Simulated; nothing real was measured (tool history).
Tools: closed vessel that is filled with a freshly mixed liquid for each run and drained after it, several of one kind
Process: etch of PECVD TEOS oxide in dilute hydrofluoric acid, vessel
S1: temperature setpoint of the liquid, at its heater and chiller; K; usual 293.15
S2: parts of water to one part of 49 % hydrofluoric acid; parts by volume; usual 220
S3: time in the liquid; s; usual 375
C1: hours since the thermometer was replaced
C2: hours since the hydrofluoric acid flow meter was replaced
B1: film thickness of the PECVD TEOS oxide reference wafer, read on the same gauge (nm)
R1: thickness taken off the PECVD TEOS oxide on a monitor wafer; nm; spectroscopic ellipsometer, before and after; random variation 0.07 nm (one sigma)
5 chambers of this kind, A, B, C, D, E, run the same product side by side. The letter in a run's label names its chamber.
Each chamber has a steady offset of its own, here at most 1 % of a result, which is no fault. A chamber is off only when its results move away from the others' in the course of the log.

run,hour,S1,S2,S3,C1,C2,B1,R1
1D,5.4,293.15,220,375,670.6,807.8,119.99,12.414
2E,10.4,293.15,220,375,510.1,594.8,120.02,12.51
3B,15.8,293.15,220,375,662.7,1148.9,120.04,12.661
4C,22.4,293.15,220,375,558,1303.6,119.99,12.579
5A,31.3,293.15,220,375,136.3,1324.9,120.01,12.594
6D,40.7,293.15,220,375,705.9,843.1,119.99,12.418
7A,46.2,293.15,220,375,151.2,1339.8,119.99,12.513
8C,51,293.15,220,265,586.6,1332.2,120.01,8.9352
9E,60.4,293.15,220,265,560.1,644.8,119.97,8.8697
10B,65.8,293.15,220,265,712.7,1198.9,120.01,8.9677
11B,71.6,293.15,220,265,718.5,1204.7,119.98,8.8785
12A,78.6,293.15,220,265,183.6,1372.2,120,8.8644
13D,87.4,293.15,220,375,752.6,889.8,120.01,12.156
14C,95.9,293.15,220,375,631.5,1377.1,119.99,12.519
15E,106,293.15,220,375,605.7,690.4,119.98,12.565
16E,113,293.15,220,375,612.7,697.4,120,12.652
17B,121.2,293.15,220,375,768.1,1254.3,120.02,12.694
18A,127,293.15,220,375,232,1420.6,120,12.524
19D,132.8,293.15,220,375,798,935.2,120.04,11.966
20C,139.7,293.15,220,375,675.3,1420.9,120.01,12.537
21B,150,293.15,220,375,796.9,1283.1,119.97,12.56
22C,157.9,293.15,220,375,693.5,1439.1,120,12.57
23E,168.2,293.15,220,375,667.9,752.6,120.02,12.443
24A,175.3,293.15,220,375,280.3,1468.9,119.99,12.463
25D,181.4,293.15,220,375,846.6,983.8,120.01,11.802
26C,187.1,293.15,220,375,722.7,1468.3,120.03,12.508
27B,193.3,293.15,220,375,840.2,1326.4,119.99,12.488
28A,199.1,293.15,220,375,304.1,1492.7,119.97,12.577
29E,208.3,293.15,220,375,708,792.7,120.01,12.537
30D,216.7,293.15,220,280,881.9,1019.1,120.03,8.6974

What goes on in this fleet: one chamber off, a drifting gauge, or nothing beyond the chambers' own small offsets? Name the chamber and the cause, if any.

Chamber D drifts away from the others.
Cause: hydrofluoric acid flow below the setpoint (%) = 5.47.
The log may not tell that from: liquid colder than its thermometer reads (K).

Here are 4 candidates for chamber D's next run, each the usual settings with a change, their results left as question marks. Which one brings its results back in line with what the others give on the usual settings?
In line means no further than this from the other chambers' mean on the usual settings: R1 0.25 nm
31D-1,224.4,293.15,220,405,,,,?
31D-2,224.4,293.15,220,385,,,,?
31D-3,224.4,293.15,225,375,,,,?
31D-4,224.4,293.15,220,345,,,,?

The other chambers' mean on the usual settings: R1 12.572 nm
run,R1
31D-1,12.522
31D-2,11.904
31D-3,11.282
31D-4,10.667
31D-1 brings the chamber back in line.

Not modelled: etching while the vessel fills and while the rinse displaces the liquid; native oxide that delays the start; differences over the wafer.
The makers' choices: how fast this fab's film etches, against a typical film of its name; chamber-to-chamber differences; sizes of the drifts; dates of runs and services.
